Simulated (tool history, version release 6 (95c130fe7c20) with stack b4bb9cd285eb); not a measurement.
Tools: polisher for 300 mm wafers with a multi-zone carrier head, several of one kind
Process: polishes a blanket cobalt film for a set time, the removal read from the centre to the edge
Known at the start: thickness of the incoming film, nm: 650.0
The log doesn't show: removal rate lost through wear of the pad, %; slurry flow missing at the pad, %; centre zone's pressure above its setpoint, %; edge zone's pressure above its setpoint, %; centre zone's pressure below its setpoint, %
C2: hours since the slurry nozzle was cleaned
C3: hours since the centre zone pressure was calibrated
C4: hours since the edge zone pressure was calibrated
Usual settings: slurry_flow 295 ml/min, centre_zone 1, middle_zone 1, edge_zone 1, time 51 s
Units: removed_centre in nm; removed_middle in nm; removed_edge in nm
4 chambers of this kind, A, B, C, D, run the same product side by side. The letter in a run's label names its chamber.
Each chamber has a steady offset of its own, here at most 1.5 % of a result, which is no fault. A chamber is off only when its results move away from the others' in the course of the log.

run 1D hour=5.8 | slurry_flow=295 centre_zone=1 middle_zone=1 edge_zone=1 time=51 | wafers_polished_on_this_pad=78 C2=690.6 C3=216.7 C4=114.9 | removed_centre=243.01 removed_middle=242.68 removed_edge=241.87
-- hour=6.2 chamber C: worn pad replaced by a new one
run 2B hour=9.8 | slurry_flow=295 centre_zone=1 middle_zone=1 edge_zone=1 time=51 | wafers_polished_on_this_pad=820 C2=118.4 C3=385.8 C4=781.5 | removed_centre=244.06 removed_middle=243.76 removed_edge=243
run 3C hour=15.2 | slurry_flow=295 centre_zone=1 middle_zone=1 edge_zone=1 time=51 | wafers_polished_on_this_pad=95 C2=148.4 C3=70 C4=213.3 | removed_centre=241.78 removed_middle=241.21 removed_edge=237.46
-- hour=19.2 chamber A: worn pad replaced by a new one
run 4A hour=21.7 | slurry_flow=295 centre_zone=1 middle_zone=1 edge_zone=1 time=51 | wafers_polished_on_this_pad=26 C2=534.6 C3=261.4 C4=240.2 | removed_centre=239.09 removed_middle=244.77 removed_edge=244.09
run 5C hour=28.4 | slurry_flow=295 centre_zone=1.07 middle_zone=1 edge_zone=1 time=51 | wafers_polished_on_this_pad=234 C2=161.6 C3=83.2 C4=226.5 | removed_centre=250.33 removed_middle=239.33 removed_edge=236.99
run 6A hour=32.3 | slurry_flow=295 centre_zone=1.07 middle_zone=1 edge_zone=1 time=51 | wafers_polished_on_this_pad=138 C2=545.2 C3=272 C4=250.8 | removed_centre=267.07 removed_middle=243.87 removed_edge=247.53
run 7B hour=38.4 | slurry_flow=295 centre_zone=1.07 middle_zone=1 edge_zone=1 time=51 | wafers_polished_on_this_pad=1121 C2=147 C3=414.4 C4=810.1 | removed_centre=258.9 removed_middle=242.71 removed_edge=243.15
run 8D hour=42.4 | slurry_flow=295 centre_zone=1.07 middle_zone=1 edge_zone=1 time=51 | wafers_polished_on_this_pad=464 C2=727.2 C3=253.3 C4=151.5 | removed_centre=262.04 removed_middle=239.08 removed_edge=239.89
-- hour=42.5 chamber B: worn pad replaced by a new one
run 9C hour=49.1 | slurry_flow=295 centre_zone=1 middle_zone=1 edge_zone=1 time=51 | wafers_polished_on_this_pad=452 C2=182.3 C3=103.9 C4=247.2 | removed_centre=232.99 removed_middle=244.59 removed_edge=241.09
run 10A hour=55.3 | slurry_flow=295 centre_zone=1 middle_zone=1 edge_zone=1 time=51 | wafers_polished_on_this_pad=380 C2=568.2 C3=295 C4=273.8 | removed_centre=246.66 removed_middle=244.8 removed_edge=245.08
run 11D hour=58.9 | slurry_flow=295 centre_zone=1 middle_zone=1 edge_zone=1 time=51 | wafers_polished_on_this_pad=638 C2=743.7 C3=269.8 C4=168 | removed_centre=244.76 removed_middle=243.39 removed_edge=236.08
-- hour=64.7 chamber A: slurry nozzle cleaned
run 12B hour=65.2 | slurry_flow=295 centre_zone=1 middle_zone=1.04 edge_zone=1.05 time=51 | wafers_polished_on_this_pad=239 C2=173.8 C3=441.2 C4=836.9 | removed_centre=241.48 removed_middle=253.06 removed_edge=247.09
run 13C hour=70.8 | slurry_flow=295 centre_zone=1 middle_zone=1.04 edge_zone=1.05 time=51 | wafers_polished_on_this_pad=681 C2=204 C3=125.6 C4=268.9 | removed_centre=237.96 removed_middle=249.58 removed_edge=241.01
run 14B hour=77.5 | slurry_flow=295 centre_zone=1 middle_zone=1.04 edge_zone=1.05 time=51 | wafers_polished_on_this_pad=369 C2=186.1 C3=453.5 C4=849.2 | removed_centre=240.07 removed_middle=254.04 removed_edge=248.16
run 15A hour=83 | slurry_flow=295 centre_zone=1 middle_zone=1.04 edge_zone=1.05 time=51 | wafers_polished_on_this_pad=672 C2=18.3 C3=322.7 C4=301.5 | removed_centre=245.39 removed_middle=253.07 removed_edge=250.33
run 16D hour=89.8 | slurry_flow=295 centre_zone=1 middle_zone=1 edge_zone=0.89 time=51 | wafers_polished_on_this_pad=963 C2=774.6 C3=300.7 C4=198.9 | removed_centre=240.66 removed_middle=241.84 removed_edge=223.81
-- hour=92.7 chamber D: worn pad replaced by a new one
run 17B hour=94.4 | slurry_flow=295 centre_zone=1 middle_zone=1 edge_zone=0.89 time=51 | wafers_polished_on_this_pad=547 C2=203 C3=470.4 C4=866.1 | removed_centre=249.22 removed_middle=244.89 removed_edge=225.84
run 18A hour=97.8 | slurry_flow=295 centre_zone=1 middle_zone=1 edge_zone=0.89 time=51 | wafers_polished_on_this_pad=828 C2=33.1 C3=337.5 C4=316.3 | removed_centre=240.65 removed_middle=242.85 removed_edge=229.39
run 19D hour=103.3 | slurry_flow=295 centre_zone=1 middle_zone=1 edge_zone=0.89 time=51 | wafers_polished_on_this_pad=111 C2=788.1 C3=314.2 C4=212.4 | removed_centre=246.13 removed_middle=237.46 removed_edge=226.62
run 20C hour=108.7 | slurry_flow=295 centre_zone=1 middle_zone=1 edge_zone=1 time=51 | wafers_polished_on_this_pad=1080 C2=241.9 C3=163.5 C4=306.8 | removed_centre=240.14 removed_middle=239.84 removed_edge=235.6
run 21B hour=113.2 | slurry_flow=295 centre_zone=1 middle_zone=1 edge_zone=1 time=51 | wafers_polished_on_this_pad=745 C2=221.8 C3=489.2 C4=884.9 | removed_centre=246.78 removed_middle=241.66 removed_edge=246.02
run 22A hour=118.8 | slurry_flow=295 centre_zone=1 middle_zone=1 edge_zone=1 time=51 | wafers_polished_on_this_pad=1049 C2=54.1 C3=358.5 C4=337.3 | removed_centre=242.16 removed_middle=241.28 removed_edge=242.31
run 23D hour=122.7 | slurry_flow=295 centre_zone=1 middle_zone=1 edge_zone=1 time=51 | wafers_polished_on_this_pad=316 C2=807.5 C3=333.6 C4=231.8 | removed_centre=238.71 removed_middle=239.81 removed_edge=235.28
-- hour=126.3 chamber C: worn pad replaced by a new one
run 24C hour=126.4 | slurry_flow=295 centre_zone=1 middle_zone=1 edge_zone=1 time=51 | wafers_polished_on_this_pad=1 C2=259.6 C3=181.2 C4=324.5 | removed_centre=243.16 removed_middle=237.1 removed_edge=237.39
run 25A hour=132.8 | slurry_flow=295 centre_zone=1 middle_zone=1 edge_zone=1 time=51 | wafers_polished_on_this_pad=1197 C2=68.1 C3=372.5 C4=351.3 | removed_centre=238.62 removed_middle=243.3 removed_edge=242.47
run 26D hour=136 | slurry_flow=295 centre_zone=1 middle_zone=1 edge_zone=1 time=51 | wafers_polished_on_this_pad=456 C2=820.8 C3=346.9 C4=245.1 | removed_centre=250.68 removed_middle=240.03 removed_edge=245.9
run 27B hour=141.6 | slurry_flow=295 centre_zone=1 middle_zone=1 edge_zone=1 time=51 | wafers_polished_on_this_pad=1044 C2=250.2 C3=517.6 C4=913.3 | removed_centre=240.5 removed_middle=243.47 removed_edge=241.43
run 28C hour=145.4 | slurry_flow=295 centre_zone=1 middle_zone=1 edge_zone=1 time=51 | wafers_polished_on_this_pad=201 C2=278.6 C3=200.2 C4=343.5 | removed_centre=235.22 removed_middle=241.57 removed_edge=240.49

Next, every chamber runs the same settings. What will each give?
run 29A hour=150.6 | slurry_flow=295 centre_zone=1 middle_zone=1 edge_zone=0.91 time=51 | removed_centre=? removed_middle=? removed_edge=?
run 29B hour=150.6 | slurry_flow=295 centre_zone=1 middle_zone=1 edge_zone=0.91 time=51 | removed_centre=? removed_middle=? removed_edge=?
run 29C hour=150.6 | slurry_flow=295 centre_zone=1 middle_zone=1 edge_zone=0.91 time=51 | removed_centre=? removed_middle=? removed_edge=?
run 29D hour=150.6 | slurry_flow=295 centre_zone=1 middle_zone=1 edge_zone=0.91 time=51 | removed_centre=? removed_middle=? removed_edge=?

run=29A removed_centre=244.46 removed_middle=243.76 removed_edge=230.98
run=29B removed_centre=243.09 removed_middle=242.67 removed_edge=228.79
run=29C removed_centre=230.55 removed_middle=242.08 removed_edge=228.3
run=29D removed_centre=245.43 removed_middle=237.54 removed_edge=228.98
